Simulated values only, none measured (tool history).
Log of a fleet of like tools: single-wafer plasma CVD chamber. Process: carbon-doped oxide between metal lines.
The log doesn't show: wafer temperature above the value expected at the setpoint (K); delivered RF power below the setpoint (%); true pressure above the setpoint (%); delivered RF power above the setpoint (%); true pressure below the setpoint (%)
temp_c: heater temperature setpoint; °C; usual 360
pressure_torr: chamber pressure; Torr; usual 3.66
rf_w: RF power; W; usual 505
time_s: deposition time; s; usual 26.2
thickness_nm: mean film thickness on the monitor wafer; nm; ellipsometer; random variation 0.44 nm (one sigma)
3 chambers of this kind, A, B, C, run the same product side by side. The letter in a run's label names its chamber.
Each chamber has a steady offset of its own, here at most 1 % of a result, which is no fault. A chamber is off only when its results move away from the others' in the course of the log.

| run | day | temp_c | pressure_torr | rf_w | time_s | hours since the last thermocouple change | hours since the last RF generator calibration | hours since the last manometer calibration | read-back reference wafer on the same gauge, thickness_nm | thickness_nm |
|---|---|---|---|---|---|---|---|---|---|---|
|  | 0.162 | chamber B: thermocouple changed; heater temperature recalibrated |
| 1C | 0.175 | 360 | 3.66 | 505 | 26.2 | 774.9 | 1402.1 | 160.4 | 147.12 | 125.99 |
| 2B | 0.325 | 360 | 3.66 | 505 | 26.2 | 4.0 | 1908.7 | 1261.4 | 146.99 | 125.26 |
| 3A | 0.442 | 360 | 3.66 | 505 | 26.2 | 167.8 | 472.1 | 286.7 | 147.04 | 125.31 |
| 4B | 0.583 | 360 | 3.66 | 505 | 26.2 | 10.2 | 1914.9 | 1267.6 | 147.08 | 124.81 |
| 5A | 0.708 | 360 | 3.66 | 505 | 26.2 | 174.2 | 478.5 | 293.1 | 147.10 | 125.11 |
| 6C | 0.883 | 360 | 3.66 | 505 | 26.2 | 791.9 | 1419.1 | 177.4 | 146.92 | 125.76 |
| 7B | 0.975 | 360 | 3.66 | 505 | 26.2 | 19.6 | 1924.3 | 1277.0 | 146.94 | 124.72 |
| 8C | 1.071 | 360 | 3.66 | 505 | 26.2 | 796.4 | 1423.6 | 181.9 | 146.93 | 125.61 |
| 9A | 1.246 | 360 | 3.66 | 505 | 26.2 | 187.1 | 491.4 | 306.0 | 147.10 | 124.84 |
| 10B | 1.396 | 360 | 3.66 | 505 | 26.2 | 29.7 | 1934.4 | 1287.1 | 147.03 | 125.22 |
| 11C | 1.550 | 360 | 3.66 | 505 | 26.2 | 807.9 | 1435.1 | 193.4 | 147.06 | 126.38 |
| 12A | 1.721 | 360 | 3.66 | 505 | 26.2 | 198.5 | 502.8 | 317.4 | 146.97 | 124.22 |
| 13C | 1.883 | 360 | 3.66 | 505 | 26.2 | 815.9 | 1443.1 | 201.4 | 147.03 | 126.07 |
| 14B | 2.025 | 360 | 3.66 | 590 | 26.2 | 44.8 | 1949.5 | 1302.2 | 146.95 | 138.53 |
| 15A | 2.125 | 360 | 3.66 | 590 | 26.2 | 208.2 | 512.5 | 327.1 | 146.97 | 137.44 |
| 16A | 2.221 | 360 | 3.66 | 590 | 26.2 | 210.5 | 514.8 | 329.4 | 146.96 | 136.41 |
| 17B | 2.338 | 360 | 3.66 | 505 | 26.2 | 52.3 | 1957.0 | 1309.7 | 147.02 | 125.15 |
| 18C | 2.471 | 370 | 3.66 | 505 | 29.8 | 830.0 | 1457.2 | 215.5 | 147.17 | 139.25 |
| 19C | 2.550 | 370 | 3.66 | 505 | 29.8 | 831.9 | 1459.1 | 217.4 | 146.88 | 138.78 |
| 20B | 2.662 | 370 | 3.66 | 505 | 29.8 | 60.1 | 1964.8 | 1317.5 | 146.98 | 138.69 |
| 21A | 2.742 | 360 | 3.66 | 505 | 26.2 | 223.0 | 527.3 | 341.9 | 146.86 | 123.33 |
| 22B | 2.854 | 360 | 3.66 | 505 | 26.2 | 64.7 | 1969.4 | 1322.1 | 146.86 | 125.04 |
| 23A | 3.029 | 360 | 3.66 | 505 | 26.2 | 229.9 | 534.2 | 348.8 | 146.90 | 123.52 |
| 24C | 3.200 | 360 | 3.66 | 505 | 26.2 | 847.5 | 1474.7 | 233.0 | 146.84 | 126.75 |

What goes on in this fleet: one chamber off, a drifting gauge, or nothing beyond the chambers' own small offsets? Name the chamber and the cause, if any.

Chamber A drifts away from the others.
Cause: delivered RF power below the setpoint (%) = 3.65.

Here are 4 candidates for chamber A's next run, each the usual settings with a change, their results left as question marks. Which one brings its results back in line with what the others give on the usual settings?
In line means no further than this from the other chambers' mean on the usual settings: thickness_nm 1.50 nm
| 25A-1 | 3.325 | 360 | 3.67 | 505 | 26.7 |  |  |  |  | ? |
| 25A-2 | 3.325 | 360 | 3.65 | 500 | 25.8 |  |  |  |  | ? |
| 25A-3 | 3.325 | 344 | 3.66 | 505 | 26.2 |  |  |  |  | ? |
| 25A-4 | 3.325 | 376 | 3.66 | 505 | 26.2 |  |  |  |  | ? |

The other chambers' mean on the usual settings: thickness_nm 125.46 nm
| run | thickness_nm |
|---|---|
| 25A-1 | 125.19 |
| 25A-2 | 120.20 |
| 25A-3 | 128.48 |
| 25A-4 | 118.32 |
25A-1 brings the chamber back in line.
